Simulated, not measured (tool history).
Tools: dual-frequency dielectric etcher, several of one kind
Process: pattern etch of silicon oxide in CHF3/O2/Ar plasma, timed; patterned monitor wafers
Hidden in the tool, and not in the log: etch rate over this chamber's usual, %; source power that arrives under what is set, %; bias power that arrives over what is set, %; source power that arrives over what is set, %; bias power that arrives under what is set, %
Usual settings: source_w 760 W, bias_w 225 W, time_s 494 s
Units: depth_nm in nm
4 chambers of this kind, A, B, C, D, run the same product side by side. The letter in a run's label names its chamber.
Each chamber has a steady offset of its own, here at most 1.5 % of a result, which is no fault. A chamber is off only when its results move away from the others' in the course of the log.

run	hour	source_w	bias_w	time_s	hours since the last wet clean	hours since the last source power generator calibration	hours since the last bias power generator calibration	read-back reference wafer on the same gauge, depth_nm	depth_nm
1D	6	760	225	494	46.3	1009.4	966.1	1320.1	1153.1
2C	15	760	225	494	288.5	3680.3	534.5	1319.8	1163.2
3A	20.8	760	225	494	123.9	3587.8	3740	1320.3	1158.9
4B	26	760	225	494	245.1	1313.5	1495.5	1319.7	1128
5A	36.5	760	225	494	139.6	3603.5	3755.7	1320.5	1155.3
6B	47.3	760	225	494	266.4	1334.8	1516.8	1320.3	1128.8
# hour 56: chamber B: source power generator calibrated
7D	56.7	760	225	436	97	1060.1	1016.8	1319.8	1023.9
8C	63.2	760	225	436	336.7	3728.5	582.7	1318.7	1032.3
9D	69.6	760	225	436	109.9	1073	1029.7	1320.7	1020.8
10C	79.5	760	225	436	353	3744.8	599	1320.7	1027.9
11B	88.1	620	225	494	307.2	32.1	1557.6	1320.7	1052.4
12A	94.5	620	225	494	197.6	3661.5	3813.7	1318.9	1076.3
13B	101.8	620	225	494	320.9	45.8	1571.3	1320.4	1051.4
# hour 108.8: chamber C: source power generator calibrated
14A	111	620	225	494	214.1	3678	3830.2	1319.7	1067.9
15D	119.9	760	225	494	160.2	1123.3	1080	1320	1158.3
16C	127.9	760	225	494	401.4	19.1	647.4	1318.8	1162.6
17A	136.2	760	225	494	239.3	3703.2	3855.4	1319.4	1157.3
18C	144.9	760	225	494	418.4	36.1	664.4	1320.8	1163.5
19D	149.8	760	225	494	190.1	1153.2	1109.9	1319.8	1152.3
20B	159.6	760	225	494	378.7	103.6	1629.1	1319.6	1128.4
21D	170.5	760	251	380	210.8	1173.9	1130.6	1319.7	921.87
22B	177.8	760	251	380	396.9	121.8	1647.3	1319.7	905.96
# hour 180.6: chamber C: wet clean of the chamber
23A	186.3	760	251	380	289.4	3753.3	3905.5	1319.2	929.18
24C	191.8	760	251	380	11.2	83	711.3	1320.9	928.32
25C	198.5	760	225	494	17.9	89.7	718	1320.5	1166.9
26D	208.3	760	225	494	248.6	1211.7	1168.4	1319.5	1155.8
27B	213.6	760	225	494	432.7	157.6	1683.1	1319.9	1132.2
28A	219	930	225	391.5	322.1	3786	3938.2	1320.4	989.27
29B	225.8	930	225	391.5	444.9	169.8	1695.3	1320	966.02
30A	235.6	930	225	391.5	338.7	3802.6	3954.8	1320.1	990.58
31D	246.3	930	225	391.5	286.6	1249.7	1206.4	1319.5	994.83
32C	256	760	225	494	75.4	147.2	775.5	1319.1	1164.8
33A	264.1	760	225	494	367.2	3831.1	3983.3	1320.9	1158.5
34C	272.9	760	225	494	92.3	164.1	792.4	1320.2	1165.8
35D	281.9	760	225	494	322.2	1285.3	1242	1320	1152
36B	291.1	760	225	494	510.2	235.1	1760.6	1319.8	1130.1
# hour 295.5: chamber A: source power generator calibrated
37B	298.8	760	225	494	517.9	242.8	1768.3	1320.1	1136.7
38A	305.4	760	225	494	408.5	10	4024.6	1319.7	1152.3
39D	315.4	760	225	494	355.7	1318.8	1275.5	1320.4	1160.3

What goes on in this fleet: one chamber off, a drifting gauge, or nothing beyond the chambers' own small offsets? Name the chamber and the cause, if any.

No chamber stands off beyond its own small offset, and the gauge holds steady.
